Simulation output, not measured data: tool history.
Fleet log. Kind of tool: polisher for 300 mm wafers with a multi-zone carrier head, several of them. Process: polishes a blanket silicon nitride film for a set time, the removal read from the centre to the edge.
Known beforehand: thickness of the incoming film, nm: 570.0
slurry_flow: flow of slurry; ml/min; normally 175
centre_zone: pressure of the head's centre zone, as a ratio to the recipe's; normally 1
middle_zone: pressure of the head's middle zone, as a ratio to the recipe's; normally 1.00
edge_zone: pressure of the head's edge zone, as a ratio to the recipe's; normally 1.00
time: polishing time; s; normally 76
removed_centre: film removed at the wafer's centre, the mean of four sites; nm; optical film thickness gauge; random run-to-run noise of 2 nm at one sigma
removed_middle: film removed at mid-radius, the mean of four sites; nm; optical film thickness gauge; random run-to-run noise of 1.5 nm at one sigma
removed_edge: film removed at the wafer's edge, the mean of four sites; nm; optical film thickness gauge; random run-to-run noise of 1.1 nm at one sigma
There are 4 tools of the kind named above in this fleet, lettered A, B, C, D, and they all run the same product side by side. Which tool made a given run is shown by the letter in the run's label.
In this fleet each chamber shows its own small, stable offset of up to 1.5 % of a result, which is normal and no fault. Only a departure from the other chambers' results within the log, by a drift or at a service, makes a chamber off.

-- hour=2.7 chamber A: worn pad replaced by a new one
-- hour=3.1 chamber D: worn pad replaced by a new one
run 1A hour=4.9 | slurry_flow=175 centre_zone=1 middle_zone=1.00 edge_zone=1.00 time=76 | removed_centre=167.31 removed_middle=168.77 removed_edge=166.45
run 2D hour=8.1 | slurry_flow=175 centre_zone=1 middle_zone=1.00 edge_zone=1.00 time=76 | removed_centre=170.31 removed_middle=169.28 removed_edge=168.36
run 3B hour=11.3 | slurry_flow=175 centre_zone=1 middle_zone=1.00 edge_zone=1.00 time=76 | removed_centre=167.94 removed_middle=168.61 removed_edge=168.81
run 4C hour=13.8 | slurry_flow=175 centre_zone=1 middle_zone=1.00 edge_zone=1.00 time=76 | removed_centre=165.14 removed_middle=167.80 removed_edge=168.87
run 5B hour=18.7 | slurry_flow=175 centre_zone=1 middle_zone=1.00 edge_zone=1.00 time=76 | removed_centre=166.72 removed_middle=167.41 removed_edge=170.13
run 6C hour=24.2 | slurry_flow=175 centre_zone=1 middle_zone=1.00 edge_zone=1.00 time=76 | removed_centre=168.84 removed_middle=163.40 removed_edge=168.59
run 7D hour=28.7 | slurry_flow=175 centre_zone=1 middle_zone=1.00 edge_zone=1.00 time=76 | removed_centre=167.29 removed_middle=168.78 removed_edge=170.94
run 8A hour=33.1 | slurry_flow=130 centre_zone=1 middle_zone=1.00 edge_zone=1.00 time=76 | removed_centre=159.01 removed_middle=159.34 removed_edge=163.92
run 9C hour=37.4 | slurry_flow=130 centre_zone=1 middle_zone=1.00 edge_zone=1.00 time=76 | removed_centre=160.43 removed_middle=155.79 removed_edge=164.42
run 10B hour=42.9 | slurry_flow=130 centre_zone=1 middle_zone=1.00 edge_zone=1.00 time=76 | removed_centre=154.60 removed_middle=153.00 removed_edge=162.45
run 11D hour=45.5 | slurry_flow=130 centre_zone=1 middle_zone=1.00 edge_zone=1.00 time=76 | removed_centre=161.34 removed_middle=161.82 removed_edge=162.74
run 12A hour=49.9 | slurry_flow=175 centre_zone=1 middle_zone=1.00 edge_zone=1.00 time=76 | removed_centre=164.88 removed_middle=169.95 removed_edge=169.56
-- hour=50.3 chamber C: worn pad replaced by a new one
run 13D hour=55.3 | slurry_flow=175 centre_zone=1 middle_zone=1.00 edge_zone=1.00 time=76 | removed_centre=169.38 removed_middle=168.90 removed_edge=166.65
run 14C hour=58.9 | slurry_flow=175 centre_zone=1 middle_zone=1.00 edge_zone=1.10 time=58 | removed_centre=130.19 removed_middle=129.57 removed_edge=134.48
run 15A hour=63.5 | slurry_flow=175 centre_zone=1 middle_zone=1.00 edge_zone=1.10 time=58 | removed_centre=126.73 removed_middle=127.27 removed_edge=135.98
run 16B hour=69.0 | slurry_flow=175 centre_zone=1 middle_zone=1.00 edge_zone=1.10 time=58 | removed_centre=126.97 removed_middle=126.73 removed_edge=135.56
run 17A hour=73.1 | slurry_flow=175 centre_zone=1 middle_zone=1.00 edge_zone=1.10 time=58 | removed_centre=126.68 removed_middle=128.02 removed_edge=136.23
run 18C hour=76.9 | slurry_flow=175 centre_zone=1 middle_zone=1.00 edge_zone=1.00 time=76 | removed_centre=166.11 removed_middle=164.11 removed_edge=169.31
run 19D hour=81.4 | slurry_flow=175 centre_zone=1 middle_zone=1.00 edge_zone=1.00 time=76 | removed_centre=172.68 removed_middle=169.08 removed_edge=168.20
run 20B hour=86.3 | slurry_flow=175 centre_zone=1 middle_zone=1.00 edge_zone=0.94 time=76 | removed_centre=168.18 removed_middle=166.28 removed_edge=164.42
run 21C hour=89.5 | slurry_flow=175 centre_zone=1 middle_zone=1.00 edge_zone=0.94 time=76 | removed_centre=168.51 removed_middle=166.71 removed_edge=164.60
-- hour=92.2 chamber A: worn pad replaced by a new one
-- hour=92.3 chamber B: centre zone pressure recalibrated
run 22A hour=93.3 | slurry_flow=175 centre_zone=1 middle_zone=1.00 edge_zone=0.94 time=76 | removed_centre=167.70 removed_middle=169.42 removed_edge=164.02
run 23D hour=98.4 | slurry_flow=175 centre_zone=1 middle_zone=1.00 edge_zone=0.94 time=76 | removed_centre=171.74 removed_middle=167.90 removed_edge=163.50
-- hour=100.3 chamber B: worn pad replaced by a new one
run 24B hour=101.1 | slurry_flow=175 centre_zone=1 middle_zone=0.96 edge_zone=1.00 time=86 | removed_centre=191.56 removed_middle=181.47 removed_edge=192.54
-- hour=101.5 chamber C: worn pad replaced by a new one
run 25D hour=104.9 | slurry_flow=175 centre_zone=1 middle_zone=0.96 edge_zone=1.00 time=86 | removed_centre=191.27 removed_middle=183.89 removed_edge=191.59
run 26C hour=109.0 | slurry_flow=175 centre_zone=1 middle_zone=0.96 edge_zone=1.00 time=86 | removed_centre=192.95 removed_middle=181.07 removed_edge=192.57
run 27B hour=113.9 | slurry_flow=175 centre_zone=1 middle_zone=0.96 edge_zone=1.00 time=86 | removed_centre=190.20 removed_middle=180.84 removed_edge=190.59
run 28A hour=118.5 | slurry_flow=175 centre_zone=1 middle_zone=1.00 edge_zone=1.00 time=76 | removed_centre=167.65 removed_middle=169.48 removed_edge=169.96
-- hour=118.9 chamber D: worn pad replaced by a new one
run 29D hour=122.9 | slurry_flow=175 centre_zone=1 middle_zone=1.00 edge_zone=1.00 time=76 | removed_centre=170.20 removed_middle=169.00 removed_edge=169.82
run 30C hour=125.5 | slurry_flow=175 centre_zone=1 middle_zone=1.00 edge_zone=1.00 time=76 | removed_centre=168.18 removed_middle=167.95 removed_edge=169.88
run 31A hour=128.3 | slurry_flow=175 centre_zone=1 middle_zone=1.00 edge_zone=1.00 time=76 | removed_centre=166.57 removed_middle=167.33 removed_edge=171.00
run 32B hour=130.8 | slurry_flow=175 centre_zone=1 middle_zone=1.00 edge_zone=1.00 time=76 | removed_centre=168.68 removed_middle=167.53 removed_edge=168.91
run 33D hour=136.1 | slurry_flow=175 centre_zone=1 middle_zone=1.00 edge_zone=1.00 time=76 | removed_centre=171.68 removed_middle=168.91 removed_edge=168.37
run 34B hour=140.1 | slurry_flow=175 centre_zone=1 middle_zone=1.00 edge_zone=1.00 time=76 | removed_centre=166.05 removed_middle=165.17 removed_edge=170.10
-- hour=144.1 chamber C: slurry nozzle cleaned
run 35C hour=144.6 | slurry_flow=175 centre_zone=1 middle_zone=1.00 edge_zone=1.00 time=76 | removed_centre=167.41 removed_middle=168.09 removed_edge=170.26
run 36A hour=147.0 | slurry_flow=175 centre_zone=1 middle_zone=1.00 edge_zone=1.00 time=76 | removed_centre=161.01 removed_middle=167.90 removed_edge=170.59
run 37B hour=150.2 | slurry_flow=175 centre_zone=1 middle_zone=1.00 edge_zone=1.00 time=76 | removed_centre=166.86 removed_middle=165.74 removed_edge=169.48
-- hour=150.6 chamber C: worn pad replaced by a new one
run 38D hour=155.2 | slurry_flow=175 centre_zone=1 middle_zone=1.00 edge_zone=1.00 time=76 | removed_centre=168.93 removed_middle=168.66 removed_edge=168.13
run 39A hour=159.0 | slurry_flow=175 centre_zone=1 middle_zone=1.00 edge_zone=1.00 time=76 | removed_centre=166.26 removed_middle=169.14 removed_edge=169.82
run 40C hour=161.9 | slurry_flow=125 centre_zone=1 middle_zone=1.00 edge_zone=1.00 time=76 | removed_centre=157.72 removed_middle=156.64 removed_edge=162.70
run 41B hour=165.4 | slurry_flow=125 centre_zone=1 middle_zone=1.00 edge_zone=1.00 time=76 | removed_centre=154.25 removed_middle=155.21 removed_edge=160.86
run 42D hour=169.1 | slurry_flow=125 centre_zone=1 middle_zone=1.00 edge_zone=1.00 time=76 | removed_centre=156.31 removed_middle=159.25 removed_edge=161.50
run 43C hour=172.2 | slurry_flow=125 centre_zone=1 middle_zone=1.00 edge_zone=1.00 time=76 | removed_centre=155.08 removed_middle=154.38 removed_edge=162.33

All 4 chambers run these settings next. Forecast each chamber's results:
run 44A hour=176.2 | slurry_flow=175 centre_zone=1 middle_zone=1.00 edge_zone=1.06 time=76 | removed_centre=? removed_middle=? removed_edge=?
run 44B hour=176.2 | slurry_flow=175 centre_zone=1 middle_zone=1.00 edge_zone=1.06 time=76 | removed_centre=? removed_middle=? removed_edge=?
run 44C hour=176.2 | slurry_flow=175 centre_zone=1 middle_zone=1.00 edge_zone=1.06 time=76 | removed_centre=? removed_middle=? removed_edge=?
run 44D hour=176.2 | slurry_flow=175 centre_zone=1 middle_zone=1.00 edge_zone=1.06 time=76 | removed_centre=? removed_middle=? removed_edge=?

run=44A removed_centre=169.60 removed_middle=167.38 removed_edge=174.63
run=44B removed_centre=165.31 removed_middle=165.92 removed_edge=174.09
run=44C removed_centre=167.81 removed_middle=164.74 removed_edge=175.71
run=44D removed_centre=168.28 removed_middle=170.66 removed_edge=173.64

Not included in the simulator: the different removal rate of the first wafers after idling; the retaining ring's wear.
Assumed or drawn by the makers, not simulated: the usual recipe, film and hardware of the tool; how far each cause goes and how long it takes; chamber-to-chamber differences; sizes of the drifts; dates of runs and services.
